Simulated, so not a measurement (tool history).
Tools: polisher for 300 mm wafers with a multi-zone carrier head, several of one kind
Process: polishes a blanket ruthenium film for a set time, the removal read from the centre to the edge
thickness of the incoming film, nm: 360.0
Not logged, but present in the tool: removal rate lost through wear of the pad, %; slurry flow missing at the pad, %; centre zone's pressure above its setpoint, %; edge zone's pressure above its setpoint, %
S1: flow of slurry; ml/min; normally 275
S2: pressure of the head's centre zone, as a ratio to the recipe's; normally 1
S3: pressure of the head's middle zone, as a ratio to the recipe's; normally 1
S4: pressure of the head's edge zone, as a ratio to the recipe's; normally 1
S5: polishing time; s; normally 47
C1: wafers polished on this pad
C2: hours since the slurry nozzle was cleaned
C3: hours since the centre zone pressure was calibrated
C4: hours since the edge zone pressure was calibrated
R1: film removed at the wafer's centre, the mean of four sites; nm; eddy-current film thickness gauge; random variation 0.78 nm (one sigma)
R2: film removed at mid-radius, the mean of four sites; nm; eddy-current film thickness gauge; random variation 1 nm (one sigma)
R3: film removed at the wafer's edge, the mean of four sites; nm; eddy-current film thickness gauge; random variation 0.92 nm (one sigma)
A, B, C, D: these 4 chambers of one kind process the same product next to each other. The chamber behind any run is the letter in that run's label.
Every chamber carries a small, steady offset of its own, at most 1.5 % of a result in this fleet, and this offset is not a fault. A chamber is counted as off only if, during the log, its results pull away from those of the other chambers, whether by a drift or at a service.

| run | day | S1 | S2 | S3 | S4 | S5 | C1 | C2 | C3 | C4 | R1 | R2 | R3 |
|---|---|---|---|---|---|---|---|---|---|---|---|---|---|
| 1B | 0.283 | 275 | 1 | 1 | 1 | 47 | 181 | 322.8 | 381.9 | 714.1 | 78.347 | 78.144 | 76.973 |
| 2A | 0.633 | 275 | 1 | 1 | 1 | 47 | 772 | 211.3 | 225 | 205.9 | 78.336 | 76.942 | 77.031 |
| 3D | 0.854 | 275 | 1 | 1 | 1 | 47 | 742 | 261.3 | 690.9 | 164.1 | 75.138 | 79.113 | 77.455 |
| 4C | 1.142 | 275 | 1 | 1 | 1 | 47 | 388 | 409.9 | 410.2 | 859 | 76.88 | 76.492 | 78.77 |
|  | 1.288 | chamber D: worn pad replaced by a new one |
| 5D | 1.438 | 275 | 1 | 1 | 1 | 47 | 33 | 275.3 | 704.9 | 178.1 | 77.501 | 79.003 | 77.843 |
| 6B | 1.679 | 275 | 1 | 1 | 1 | 47 | 489 | 356.3 | 415.4 | 747.6 | 75.985 | 78.578 | 78.323 |
|  | 1.942 | chamber C: worn pad replaced by a new one |
| 7A | 2.017 | 275 | 1 | 1 | 1 | 47 | 1078 | 244.5 | 258.2 | 239.1 | 76.893 | 78.011 | 78.535 |
|  | 2.1 | chamber D: slurry nozzle cleaned |
| 8C | 2.467 | 275 | 1 | 1 | 0.94 | 34 | 116 | 441.7 | 442 | 890.8 | 56.958 | 55.946 | 55.541 |
| 9C | 2.917 | 275 | 1 | 1 | 0.94 | 34 | 216 | 452.5 | 452.8 | 901.6 | 55.973 | 56.993 | 54.859 |
|  | 3.058 | chamber A: worn pad replaced by a new one |
| 10D | 3.3 | 275 | 1 | 1 | 0.94 | 34 | 445 | 28.9 | 749.6 | 222.8 | 55.814 | 56.214 | 53.87 |
| 11B | 3.558 | 275 | 1 | 1 | 0.94 | 34 | 905 | 401.4 | 460.5 | 792.7 | 56.177 | 56.204 | 54.602 |
| 12A | 3.804 | 275 | 1 | 1 | 1 | 47 | 165 | 287.4 | 301.1 | 282 | 77.637 | 77.236 | 76.438 |
| 13D | 4.217 | 275 | 1 | 1 | 1 | 47 | 648 | 50.9 | 771.6 | 244.8 | 76.89 | 77.505 | 77.235 |
|  | 4.275 | chamber D: centre zone pressure recalibrated |
| 14C | 4.575 | 275 | 1 | 0.91 | 1 | 47 | 583 | 492.3 | 492.6 | 941.4 | 78.234 | 70.914 | 77.708 |
|  | 4.662 | chamber C: worn pad replaced by a new one |
|  | 4.746 | chamber D: worn pad replaced by a new one |
| 15B | 4.883 | 275 | 1 | 0.91 | 1 | 47 | 1198 | 433.2 | 492.3 | 824.5 | 75.776 | 70.135 | 76.858 |
|  | 5.112 | chamber B: centre zone pressure recalibrated |
| 16A | 5.183 | 275 | 1 | 0.91 | 1 | 47 | 470 | 320.5 | 334.2 | 315.1 | 77.225 | 71.129 | 78.468 |
| 17D | 5.629 | 275 | 1 | 0.91 | 1 | 47 | 195 | 84.8 | 32.6 | 278.7 | 77.137 | 72.388 | 79.312 |
|  | 5.675 | chamber C: slurry nozzle cleaned |
| 18B | 5.954 | 275 | 1 | 1 | 1 | 47 | 1435 | 458.9 | 20.2 | 850.2 | 75.686 | 75.209 | 74.506 |
| 19A | 6.212 | 275 | 1 | 1 | 1 | 47 | 698 | 345.2 | 358.9 | 339.8 | 76.634 | 77.96 | 76.984 |
| 20C | 6.617 | 275 | 1 | 1 | 1 | 47 | 433 | 22.6 | 541.6 | 990.4 | 78.574 | 77.225 | 77.82 |
| 21B | 6.883 | 275 | 1 | 1 | 1 | 47 | 1640 | 481.2 | 42.5 | 872.5 | 73.047 | 73.702 | 72.455 |
|  | 7.112 | chamber C: worn pad replaced by a new one |
| 22A | 7.221 | 275 | 1 | 1 | 1 | 47 | 921 | 369.4 | 383.1 | 364 | 76.712 | 78.606 | 77.879 |
| 23D | 7.442 | 275 | 1 | 1 | 1 | 47 | 596 | 128.3 | 76.1 | 322.2 | 76.863 | 77.308 | 79.165 |
|  | 7.779 | chamber D: worn pad replaced by a new one |
| 24C | 7.871 | 275 | 1 | 1 | 1 | 47 | 167 | 52.7 | 571.7 | 1020.5 | 79.382 | 78.126 | 79.417 |
| 25D | 8.296 | 275 | 1 | 1 | 1 | 47 | 114 | 148.8 | 96.6 | 342.7 | 77.503 | 80.105 | 76.765 |
| 26C | 8.512 | 275 | 1 | 1 | 1 | 47 | 309 | 68.1 | 587.1 | 1035.9 | 79.664 | 78.498 | 77.811 |
| 27B | 8.925 | 275 | 1 | 1 | 1 | 47 | 2092 | 530.2 | 91.5 | 921.5 | 70.644 | 71.233 | 71.486 |
| 28A | 9.262 | 275 | 1 | 1 | 1 | 47 | 1372 | 418.4 | 432.1 | 413 | 77.494 | 78.201 | 76.136 |
|  | 9.275 | chamber A: worn pad replaced by a new one |
| 29C | 9.738 | 275 | 1.07 | 1 | 1 | 35 | 580 | 97.5 | 616.5 | 1065.3 | 63.698 | 57.506 | 58.867 |
| 30A | 10.017 | 275 | 1.07 | 1 | 1 | 35 | 164 | 436.5 | 450.2 | 431.1 | 62.2 | 56.718 | 58.189 |
| 31D | 10.333 | 275 | 1.07 | 1 | 1 | 35 | 565 | 197.7 | 145.5 | 391.6 | 61.497 | 59.26 | 59.215 |

Read the log: is a single chamber off, either drifting away or since a service, is the gauge that measures every chamber drifting, or is nothing wrong beyond small per-chamber offsets? Name any odd chamber and what most likely caused it.

One chamber, B, drifts off from the rest bit by bit.
Likeliest cause: removal rate lost through wear of the pad, % = 11.5.

Below are 4 candidate recipes for chamber B's next run, each the usual settings with a change, their results shown as question marks. Which of them brings B's results back in line with what the other chambers give on the usual settings?
In-line tolerance around the mean of the other chambers on the usual settings: R1 2.7 nm; R2 3.5 nm; R3 3.2 nm
| 32B-1 | 10.692 | 270 | 1 | 1 | 1 | 42 |  |  |  |  | ? | ? | ? |
| 32B-2 | 10.692 | 280 | 1 | 1.01 | 1.01 | 53 |  |  |  |  | ? | ? | ? |
| 32B-3 | 10.692 | 275 | 1 | 1 | 1 | 50 |  |  |  |  | ? | ? | ? |
| 32B-4 | 10.692 | 275 | 1 | 1 | 1 | 44 |  |  |  |  | ? | ? | ? |

On the usual settings, the other chambers give on average: R1 77.571 nm; R2 77.975 nm; R3 77.706 nm
| run | R1 | R2 | R3 |
|---|---|---|---|
| 32B-1 | 61.516 | 61.031 | 61.123 |
| 32B-2 | 77.975 | 78.024 | 77.757 |
| 32B-3 | 73.397 | 72.802 | 72.877 |
| 32B-4 | 64.59 | 64.066 | 64.132 |
The answer is 32B-2, which returns the chamber to within the allowed miss of the others.

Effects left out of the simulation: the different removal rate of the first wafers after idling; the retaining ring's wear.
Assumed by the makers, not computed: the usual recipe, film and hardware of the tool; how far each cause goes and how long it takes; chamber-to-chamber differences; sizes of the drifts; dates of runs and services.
